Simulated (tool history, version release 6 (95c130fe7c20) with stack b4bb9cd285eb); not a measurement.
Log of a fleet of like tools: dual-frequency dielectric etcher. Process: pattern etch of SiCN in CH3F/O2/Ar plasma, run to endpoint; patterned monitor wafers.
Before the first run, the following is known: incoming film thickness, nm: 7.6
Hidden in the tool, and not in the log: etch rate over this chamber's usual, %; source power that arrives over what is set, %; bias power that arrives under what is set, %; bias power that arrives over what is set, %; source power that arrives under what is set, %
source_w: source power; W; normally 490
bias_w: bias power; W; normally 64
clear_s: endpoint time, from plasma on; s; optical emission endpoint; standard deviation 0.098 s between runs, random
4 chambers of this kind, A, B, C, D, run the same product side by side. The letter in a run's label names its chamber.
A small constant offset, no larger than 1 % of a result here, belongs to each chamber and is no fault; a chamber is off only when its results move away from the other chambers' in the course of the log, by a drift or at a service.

run,hour,source_w,bias_w,hours since the last wet clean,hours since the last source power generator calibration,hours since the last bias power generator calibration,clear_s
1D,7.2,490,64,347.3,938.6,4593.9,19.622
2B,14,490,64,295.6,304.1,648.7,19.431
3C,22.4,490,64,529.2,175.4,63.4,19.214
4A,28.8,490,64,542.6,1190.4,877.9,19.709
5A,34,600,78,547.8,1195.6,883.1,17.019
6B,40.7,600,78,322.3,330.8,675.4,16.695
7D,45.5,600,78,385.6,976.9,4632.2,16.947
8C,53.8,600,78,560.6,206.8,94.8,16.613
9B,60.8,490,76,342.4,350.9,695.5,18.32
10D,69.2,490,76,409.3,1000.6,4655.9,18.54
11A,75.2,490,76,589,1236.8,924.3,18.528
# hour 76.1: chamber A: wet clean of the chamber
12C,81.7,490,76,588.5,234.7,122.7,18.096
13D,86.1,450,58,426.2,1017.5,4672.8,20.909
# hour 89.5: chamber C: wet clean of the chamber
14A,94.4,450,58,18.4,1256,943.5,21.077
15B,99.7,450,58,381.3,389.8,734.4,20.368
16C,105.5,450,58,16,258.5,146.5,20.644
17D,110,490,64,450.1,1041.4,4696.7,19.756
18C,114,490,64,24.5,267,155,19.313
19B,118.6,410,57,400.2,408.7,753.3,21.189
20A,123.7,410,57,47.7,1285.3,972.8,21.806
21C,128.7,410,57,39.2,281.7,169.7,21.638
22D,135.1,410,57,475.2,1066.5,4721.8,22.013
23B,140.3,570,50,421.9,430.4,775,19.431
24A,145,570,50,69,1306.6,994.1,20.161
25B,151,570,50,432.6,441.1,785.7,19.485
26A,157.2,570,50,81.2,1318.8,1006.3,19.982
27C,162.3,490,73,72.8,315.3,203.3,18.64
28D,166.5,490,73,506.6,1097.9,4753.2,18.773
29C,174.8,490,73,85.3,327.8,215.8,18.483
30A,178.9,490,73,102.9,1340.5,1028,18.757
31B,184.4,490,64,466,474.5,819.1,18.888
32D,192.6,600,79,532.7,1124,4779.3,17.005
33A,201.1,600,79,125.1,1362.7,1050.2,17.03
34C,205.5,600,79,116,358.5,246.5,16.62
35B,209.4,600,79,491,499.5,844.1,16.268
# hour 211.3: chamber D: wet clean of the chamber
36D,215.7,490,64,4.4,1147.1,4802.4,19.688
37C,219.9,490,64,130.4,372.9,260.9,19.355
38D,228.3,490,64,17,1159.7,4815,19.611
39B,236.9,490,64,518.5,527,871.6,18.558
40A,243.6,560,79,167.6,1405.2,1092.7,17.3
41A,252.1,560,79,176.1,1413.7,1101.2,17.337
42C,258.4,560,79,168.9,411.4,299.4,17.035
43B,263.6,560,79,545.2,553.7,898.3,16.378

Next, every chamber runs the same settings. What will each give?
44A,269.9,490,64,,,,?
44B,269.9,490,64,,,,?
44C,269.9,490,64,,,,?
44D,269.9,490,64,,,,?

run,clear_s
44A,19.877
44B,18.477
44C,19.406
44D,19.553
